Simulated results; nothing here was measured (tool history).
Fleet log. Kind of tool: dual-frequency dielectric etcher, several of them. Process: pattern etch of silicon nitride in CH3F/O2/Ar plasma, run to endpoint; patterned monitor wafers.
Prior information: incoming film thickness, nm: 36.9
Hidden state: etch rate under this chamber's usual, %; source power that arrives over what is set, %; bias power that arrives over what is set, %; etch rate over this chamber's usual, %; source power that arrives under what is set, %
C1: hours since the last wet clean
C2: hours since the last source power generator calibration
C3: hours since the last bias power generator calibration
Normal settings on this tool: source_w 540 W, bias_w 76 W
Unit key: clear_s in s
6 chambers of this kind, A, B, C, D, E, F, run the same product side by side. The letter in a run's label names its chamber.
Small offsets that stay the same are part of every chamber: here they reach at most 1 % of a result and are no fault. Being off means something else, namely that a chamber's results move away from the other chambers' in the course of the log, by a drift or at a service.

{"run": "1D", "hour": 3.2, "source_w": 540, "bias_w": 76, "C1": 425.1, "C2": 606.9, "C3": 3295, "clear_s": 46.693}
{"run": "2A", "hour": 6.6, "source_w": 540, "bias_w": 76, "C1": 318.2, "C2": 1624.4, "C3": 574.7, "clear_s": 46.981}
{"run": "3E", "hour": 10.8, "source_w": 540, "bias_w": 76, "C1": 480.3, "C2": 243.5, "C3": 1393, "clear_s": 46.627}
{"run": "4F", "hour": 13.7, "source_w": 540, "bias_w": 76, "C1": 344.1, "C2": 2673.5, "C3": 1553.4, "clear_s": 46.541}
{"run": "5B", "hour": 15.9, "source_w": 540, "bias_w": 76, "C1": 369.5, "C2": 381.7, "C3": 1423.7, "clear_s": 46.905}
{"run": "6C", "hour": 20.2, "source_w": 540, "bias_w": 76, "C1": 82.2, "C2": 34.9, "C3": 641, "clear_s": 46.549}
{"run": "7F", "hour": 22.7, "source_w": 540, "bias_w": 76, "C1": 353.1, "C2": 2682.5, "C3": 1562.4, "clear_s": 47.09}
{"run": "8A", "hour": 24.6, "source_w": 540, "bias_w": 76, "C1": 336.2, "C2": 1642.4, "C3": 592.7, "clear_s": 46.917}
{"run": "9B", "hour": 27.7, "source_w": 540, "bias_w": 76, "C1": 381.3, "C2": 393.5, "C3": 1435.5, "clear_s": 46.962}
{"run": "10C", "hour": 31.8, "source_w": 540, "bias_w": 76, "C1": 93.8, "C2": 46.5, "C3": 652.6, "clear_s": 46.575}
{"run": "11D", "hour": 36.1, "source_w": 540, "bias_w": 76, "C1": 458, "C2": 639.8, "C3": 3327.9, "clear_s": 47.172}
{"run": "12E", "hour": 38.4, "source_w": 540, "bias_w": 76, "C1": 507.9, "C2": 271.1, "C3": 1420.6, "clear_s": 46.681}
{"run": "13E", "hour": 40.5, "source_w": 540, "bias_w": 76, "C1": 510, "C2": 273.2, "C3": 1422.7, "clear_s": 46.451}
{"hour": 41.4, "done": "chamber B: wet clean of the chamber"}
{"hour": 42.8, "done": "chamber A: source power generator calibrated"}
{"run": "14B", "hour": 43.4, "source_w": 540, "bias_w": 76, "C1": 2, "C2": 409.2, "C3": 1451.2, "clear_s": 47.095}
{"run": "15D", "hour": 45.7, "source_w": 540, "bias_w": 76, "C1": 467.6, "C2": 649.4, "C3": 3337.5, "clear_s": 47.145}
{"run": "16C", "hour": 48.6, "source_w": 540, "bias_w": 76, "C1": 110.6, "C2": 63.3, "C3": 669.4, "clear_s": 46.519}
{"run": "17F", "hour": 50.5, "source_w": 590, "bias_w": 65, "C1": 380.9, "C2": 2710.3, "C3": 1590.2, "clear_s": 47.44}
{"run": "18A", "hour": 53.1, "source_w": 590, "bias_w": 65, "C1": 364.7, "C2": 10.4, "C3": 621.2, "clear_s": 48.006}
{"run": "19A", "hour": 55.5, "source_w": 590, "bias_w": 65, "C1": 367.1, "C2": 12.8, "C3": 623.6, "clear_s": 47.798}
{"run": "20F", "hour": 57.5, "source_w": 590, "bias_w": 65, "C1": 387.9, "C2": 2717.3, "C3": 1597.2, "clear_s": 47.853}
{"run": "21D", "hour": 60.5, "source_w": 590, "bias_w": 65, "C1": 482.4, "C2": 664.2, "C3": 3352.3, "clear_s": 47.897}
{"run": "22B", "hour": 63.0, "source_w": 590, "bias_w": 65, "C1": 21.6, "C2": 428.8, "C3": 1470.8, "clear_s": 47.709}
{"hour": 65.2, "done": "chamber E: wet clean of the chamber"}
{"run": "23C", "hour": 67.1, "source_w": 540, "bias_w": 76, "C1": 129.1, "C2": 81.8, "C3": 687.9, "clear_s": 46.331}
{"run": "24E", "hour": 70.2, "source_w": 540, "bias_w": 76, "C1": 5, "C2": 302.9, "C3": 1452.4, "clear_s": 46.975}
{"run": "25A", "hour": 74.5, "source_w": 540, "bias_w": 76, "C1": 386.1, "C2": 31.8, "C3": 642.6, "clear_s": 47.559}
{"run": "26E", "hour": 76.6, "source_w": 540, "bias_w": 76, "C1": 11.4, "C2": 309.3, "C3": 1458.8, "clear_s": 46.505}
{"run": "27C", "hour": 79.5, "source_w": 540, "bias_w": 76, "C1": 141.5, "C2": 94.2, "C3": 700.3, "clear_s": 46.4}
{"run": "28B", "hour": 81.5, "source_w": 540, "bias_w": 76, "C1": 40.1, "C2": 447.3, "C3": 1489.3, "clear_s": 47.066}
{"run": "29F", "hour": 85.3, "source_w": 540, "bias_w": 76, "C1": 415.7, "C2": 2745.1, "C3": 1625, "clear_s": 46.649}
{"run": "30D", "hour": 88.9, "source_w": 540, "bias_w": 58, "C1": 510.8, "C2": 692.6, "C3": 3380.7, "clear_s": 51.095}
{"run": "31A", "hour": 92.9, "source_w": 540, "bias_w": 58, "C1": 404.5, "C2": 50.2, "C3": 661, "clear_s": 52.096}
{"run": "32E", "hour": 97.2, "source_w": 540, "bias_w": 58, "C1": 32, "C2": 329.9, "C3": 1479.4, "clear_s": 51.021}
{"run": "33B", "hour": 99.8, "source_w": 540, "bias_w": 58, "C1": 58.4, "C2": 465.6, "C3": 1507.6, "clear_s": 52.077}
{"run": "34C", "hour": 101.8, "source_w": 540, "bias_w": 58, "C1": 163.8, "C2": 116.5, "C3": 722.6, "clear_s": 51.004}
{"run": "35F", "hour": 106.0, "source_w": 540, "bias_w": 58, "C1": 436.4, "C2": 2765.8, "C3": 1645.7, "clear_s": 51.083}
{"run": "36D", "hour": 108.2, "source_w": 540, "bias_w": 76, "C1": 530.1, "C2": 711.9, "C3": 3400, "clear_s": 46.8}
{"run": "37A", "hour": 110.2, "source_w": 540, "bias_w": 76, "C1": 421.8, "C2": 67.5, "C3": 678.3, "clear_s": 48.134}
{"run": "38C", "hour": 113.2, "source_w": 540, "bias_w": 76, "C1": 175.2, "C2": 127.9, "C3": 734, "clear_s": 46.665}
{"run": "39B", "hour": 116.8, "source_w": 590, "bias_w": 76, "C1": 75.4, "C2": 482.6, "C3": 1524.6, "clear_s": 45.521}
{"run": "40F", "hour": 118.9, "source_w": 590, "bias_w": 76, "C1": 449.3, "C2": 2778.7, "C3": 1658.6, "clear_s": 45.078}
{"run": "41D", "hour": 123.1, "source_w": 590, "bias_w": 76, "C1": 545, "C2": 726.8, "C3": 3414.9, "clear_s": 45.561}
{"run": "42E", "hour": 126.5, "source_w": 590, "bias_w": 76, "C1": 61.3, "C2": 359.2, "C3": 1508.7, "clear_s": 45.052}
{"run": "43D", "hour": 129.9, "source_w": 590, "bias_w": 76, "C1": 551.8, "C2": 733.6, "C3": 3421.7, "clear_s": 45.434}
{"run": "44A", "hour": 132.0, "source_w": 590, "bias_w": 76, "C1": 443.6, "C2": 89.3, "C3": 700.1, "clear_s": 47.34}

Next, all 6 chambers run the settings below, one line each with question marks for the results. What does each chamber give?
{"run": "45A", "hour": 135.1, "source_w": 540, "bias_w": 76, "clear_s": "?"}
{"run": "45B", "hour": 135.1, "source_w": 540, "bias_w": 76, "clear_s": "?"}
{"run": "45C", "hour": 135.1, "source_w": 540, "bias_w": 76, "clear_s": "?"}
{"run": "45D", "hour": 135.1, "source_w": 540, "bias_w": 76, "clear_s": "?"}
{"run": "45E", "hour": 135.1, "source_w": 540, "bias_w": 76, "clear_s": "?"}
{"run": "45F", "hour": 135.1, "source_w": 540, "bias_w": 76, "clear_s": "?"}

run=45A clear_s=48.723
run=45B clear_s=46.881
run=45C clear_s=46.39
run=45D clear_s=46.733
run=45E clear_s=46.37
run=45F clear_s=47.065
